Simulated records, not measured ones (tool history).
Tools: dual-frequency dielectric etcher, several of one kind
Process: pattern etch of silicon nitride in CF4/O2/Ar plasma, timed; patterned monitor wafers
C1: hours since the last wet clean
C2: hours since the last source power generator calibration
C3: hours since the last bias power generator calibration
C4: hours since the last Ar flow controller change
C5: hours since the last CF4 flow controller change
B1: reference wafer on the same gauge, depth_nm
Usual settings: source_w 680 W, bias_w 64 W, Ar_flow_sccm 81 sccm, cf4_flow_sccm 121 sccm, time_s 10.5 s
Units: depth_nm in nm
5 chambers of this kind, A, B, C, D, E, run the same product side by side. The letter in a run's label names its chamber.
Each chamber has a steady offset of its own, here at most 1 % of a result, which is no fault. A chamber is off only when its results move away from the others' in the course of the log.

-- hour=0.9 chamber C: CF4 flow controller replaced
run 1D hour=9.4 | source_w=680 bias_w=64 Ar_flow_sccm=81 cf4_flow_sccm=121 time_s=10.5 | C1=24.6 C2=66.1 C3=91.1 C4=1024.5 C5=2454.5 | B1=29.694 | depth_nm=29.584
run 2B hour=19.0 | source_w=680 bias_w=64 Ar_flow_sccm=81 cf4_flow_sccm=121 time_s=10.5 | C1=566.6 C2=1834.8 C3=1885.9 C4=341.1 C5=3961.7 | B1=29.683 | depth_nm=29.812
run 3E hour=25.7 | source_w=680 bias_w=64 Ar_flow_sccm=81 cf4_flow_sccm=121 time_s=10.5 | C1=178.7 C2=749.6 C3=65.9 C4=5081.8 C5=3936.4 | B1=29.693 | depth_nm=30.175
run 4A hour=34.0 | source_w=680 bias_w=64 Ar_flow_sccm=81 cf4_flow_sccm=121 time_s=10.5 | C1=405.0 C2=3678.3 C3=3469.2 C4=3309.9 C5=3306.6 | B1=29.702 | depth_nm=29.746
run 5C hour=44.7 | source_w=680 bias_w=64 Ar_flow_sccm=81 cf4_flow_sccm=121 time_s=10.5 | C1=339.9 C2=1802.7 C3=2079.8 C4=3118.6 C5=43.9 | B1=29.707 | depth_nm=30.179
run 6A hour=52.7 | source_w=570 bias_w=64 Ar_flow_sccm=81 cf4_flow_sccm=121 time_s=12.0 | C1=423.7 C2=3697.0 C3=3487.9 C4=3328.6 C5=3325.3 | B1=29.716 | depth_nm=29.115
run 7B hour=59.8 | source_w=570 bias_w=64 Ar_flow_sccm=81 cf4_flow_sccm=121 time_s=12.0 | C1=607.4 C2=1875.6 C3=1926.7 C4=381.9 C5=4002.5 | B1=29.703 | depth_nm=29.246
run 8D hour=70.7 | source_w=570 bias_w=64 Ar_flow_sccm=81 cf4_flow_sccm=121 time_s=12.0 | C1=85.9 C2=127.4 C3=152.4 C4=1085.8 C5=2515.8 | B1=29.679 | depth_nm=29.186
run 9E hour=77.3 | source_w=570 bias_w=64 Ar_flow_sccm=81 cf4_flow_sccm=121 time_s=12.0 | C1=230.3 C2=801.2 C3=117.5 C4=5133.4 C5=3988.0 | B1=29.681 | depth_nm=29.432
run 10C hour=88.3 | source_w=570 bias_w=64 Ar_flow_sccm=81 cf4_flow_sccm=121 time_s=12.0 | C1=383.5 C2=1846.3 C3=2123.4 C4=3162.2 C5=87.5 | B1=29.719 | depth_nm=29.372
run 11A hour=95.6 | source_w=680 bias_w=64 Ar_flow_sccm=81 cf4_flow_sccm=121 time_s=10.5 | C1=466.6 C2=3739.9 C3=3530.8 C4=3371.5 C5=3368.2 | B1=29.703 | depth_nm=29.648
-- hour=97.0 chamber B: wet clean of the chamber
-- hour=98.3 chamber A: source power generator calibrated
run 12B hour=101.4 | source_w=680 bias_w=51 Ar_flow_sccm=81 cf4_flow_sccm=121 time_s=10.5 | C1=4.4 C2=1917.2 C3=1968.3 C4=423.5 C5=4044.1 | B1=29.695 | depth_nm=27.472
run 13D hour=111.3 | source_w=680 bias_w=51 Ar_flow_sccm=81 cf4_flow_sccm=121 time_s=10.5 | C1=126.5 C2=168.0 C3=193.0 C4=1126.4 C5=2556.4 | B1=29.682 | depth_nm=27.205
run 14C hour=117.4 | source_w=680 bias_w=51 Ar_flow_sccm=81 cf4_flow_sccm=121 time_s=10.5 | C1=412.6 C2=1875.4 C3=2152.5 C4=3191.3 C5=116.6 | B1=29.706 | depth_nm=27.932
run 15E hour=127.8 | source_w=680 bias_w=51 Ar_flow_sccm=81 cf4_flow_sccm=121 time_s=10.5 | C1=280.8 C2=851.7 C3=168.0 C4=5183.9 C5=4038.5 | B1=29.736 | depth_nm=27.755
run 16A hour=136.4 | source_w=680 bias_w=51 Ar_flow_sccm=81 cf4_flow_sccm=121 time_s=10.5 | C1=507.4 C2=38.1 C3=3571.6 C4=3412.3 C5=3409.0 | B1=29.691 | depth_nm=27.598
run 17D hour=148.6 | source_w=680 bias_w=64 Ar_flow_sccm=81 cf4_flow_sccm=121 time_s=10.5 | C1=163.8 C2=205.3 C3=230.3 C4=1163.7 C5=2593.7 | B1=29.710 | depth_nm=29.607
run 18C hour=156.2 | source_w=680 bias_w=64 Ar_flow_sccm=81 cf4_flow_sccm=121 time_s=10.5 | C1=451.4 C2=1914.2 C3=2191.3 C4=3230.1 C5=155.4 | B1=29.711 | depth_nm=30.049
run 19B hour=162.8 | source_w=680 bias_w=64 Ar_flow_sccm=81 cf4_flow_sccm=121 time_s=10.5 | C1=65.8 C2=1978.6 C3=2029.7 C4=484.9 C5=4105.5 | B1=29.685 | depth_nm=29.790
run 20E hour=170.1 | source_w=680 bias_w=64 Ar_flow_sccm=81 cf4_flow_sccm=121 time_s=10.5 | C1=323.1 C2=894.0 C3=210.3 C4=5226.2 C5=4080.8 | B1=29.696 | depth_nm=30.144
run 21B hour=179.7 | source_w=680 bias_w=64 Ar_flow_sccm=81 cf4_flow_sccm=121 time_s=10.5 | C1=82.7 C2=1995.5 C3=2046.6 C4=501.8 C5=4122.4 | B1=29.718 | depth_nm=29.777
-- hour=183.9 chamber A: wet clean of the chamber
run 22E hour=191.5 | source_w=680 bias_w=64 Ar_flow_sccm=81 cf4_flow_sccm=121 time_s=10.5 | C1=344.5 C2=915.4 C3=231.7 C4=5247.6 C5=4102.2 | B1=29.709 | depth_nm=30.058
run 23A hour=200.0 | source_w=680 bias_w=64 Ar_flow_sccm=93 cf4_flow_sccm=121 time_s=10.5 | C1=16.1 C2=101.7 C3=3635.2 C4=3475.9 C5=3472.6 | B1=29.714 | depth_nm=28.693
run 24D hour=210.9 | source_w=680 bias_w=64 Ar_flow_sccm=93 cf4_flow_sccm=121 time_s=10.5 | C1=226.1 C2=267.6 C3=292.6 C4=1226.0 C5=2656.0 | B1=29.705 | depth_nm=29.119
-- hour=213.6 chamber E: wet clean of the chamber
run 25C hour=221.6 | source_w=680 bias_w=64 Ar_flow_sccm=93 cf4_flow_sccm=121 time_s=10.5 | C1=516.8 C2=1979.6 C3=2256.7 C4=3295.5 C5=220.8 | B1=29.700 | depth_nm=29.741
run 26A hour=232.6 | source_w=680 bias_w=64 Ar_flow_sccm=93 cf4_flow_sccm=121 time_s=10.5 | C1=48.7 C2=134.3 C3=3667.8 C4=3508.5 C5=3505.2 | B1=29.711 | depth_nm=28.709
run 27B hour=243.7 | source_w=680 bias_w=64 Ar_flow_sccm=93 cf4_flow_sccm=121 time_s=10.5 | C1=146.7 C2=2059.5 C3=2110.6 C4=565.8 C5=4186.4 | B1=29.721 | depth_nm=29.315
run 28D hour=252.3 | source_w=680 bias_w=64 Ar_flow_sccm=81 cf4_flow_sccm=121 time_s=10.5 | C1=267.5 C2=309.0 C3=334.0 C4=1267.4 C5=2697.4 | B1=29.682 | depth_nm=29.628
run 29C hour=262.0 | source_w=680 bias_w=64 Ar_flow_sccm=81 cf4_flow_sccm=121 time_s=10.5 | C1=557.2 C2=2020.0 C3=2297.1 C4=3335.9 C5=261.2 | B1=29.725 | depth_nm=30.173
run 30E hour=273.7 | source_w=680 bias_w=64 Ar_flow_sccm=81 cf4_flow_sccm=121 time_s=10.5 | C1=60.1 C2=997.6 C3=313.9 C4=5329.8 C5=4184.4 | B1=29.698 | depth_nm=30.041
-- hour=277.5 chamber B: source power generator calibrated
run 31A hour=280.5 | source_w=680 bias_w=64 Ar_flow_sccm=81 cf4_flow_sccm=121 time_s=10.5 | C1=96.6 C2=182.2 C3=3715.7 C4=3556.4 C5=3553.1 | B1=29.677 | depth_nm=29.351
run 32B hour=285.9 | source_w=680 bias_w=64 Ar_flow_sccm=81 cf4_flow_sccm=121 time_s=10.5 | C1=188.9 C2=8.4 C3=2152.8 C4=608.0 C5=4228.6 | B1=29.698 | depth_nm=29.841
run 33C hour=297.2 | source_w=680 bias_w=64 Ar_flow_sccm=81 cf4_flow_sccm=121 time_s=10.5 | C1=592.4 C2=2055.2 C3=2332.3 C4=3371.1 C5=296.4 | B1=29.702 | depth_nm=30.106
run 34E hour=306.4 | source_w=680 bias_w=64 Ar_flow_sccm=97 cf4_flow_sccm=94 time_s=10.5 | C1=92.8 C2=1030.3 C3=346.6 C4=5362.5 C5=4217.1 | B1=29.678 | depth_nm=28.838
run 35D hour=315.8 | source_w=680 bias_w=64 Ar_flow_sccm=97 cf4_flow_sccm=94 time_s=10.5 | C1=331.0 C2=372.5 C3=397.5 C4=1330.9 C5=2760.9 | B1=29.715 | depth_nm=28.236
run 36A hour=328.2 | source_w=680 bias_w=64 Ar_flow_sccm=97 cf4_flow_sccm=94 time_s=10.5 | C1=144.3 C2=229.9 C3=3763.4 C4=3604.1 C5=3600.8 | B1=29.697 | depth_nm=27.808

Is one chamber off against the others, does the gauge drift, or is nothing wrong? If a chamber is off, say which, and what the likeliest cause is.

A service left chamber A off against the others.
Cause: etch rate under this chamber's usual, % = 2.15.

Here are 4 candidates for chamber A's next run, each the usual settings with a change, their results left as question marks. Which one brings its results back in line with what the others give on the usual settings?
In line means no further than this from the other chambers' mean on the usual settings: depth_nm 0.360 nm
run 37A-1 hour=337.1 | source_w=660 bias_w=64 Ar_flow_sccm=81 cf4_flow_sccm=121 time_s=10.5 | depth_nm=?
run 37A-2 hour=337.1 | source_w=680 bias_w=64 Ar_flow_sccm=81 cf4_flow_sccm=155 time_s=10.5 | depth_nm=?
run 37A-3 hour=337.1 | source_w=680 bias_w=64 Ar_flow_sccm=99 cf4_flow_sccm=95 time_s=10.5 | depth_nm=?
run 37A-4 hour=337.1 | source_w=680 bias_w=72 Ar_flow_sccm=78 cf4_flow_sccm=125 time_s=10.5 | depth_nm=?

The other chambers' mean on the usual settings: depth_nm 29.917 nm
run=37A-1 depth_nm=28.368
run=37A-2 depth_nm=29.783
run=37A-3 depth_nm=27.765
run=37A-4 depth_nm=30.621
37A-2 brings the chamber back in line.
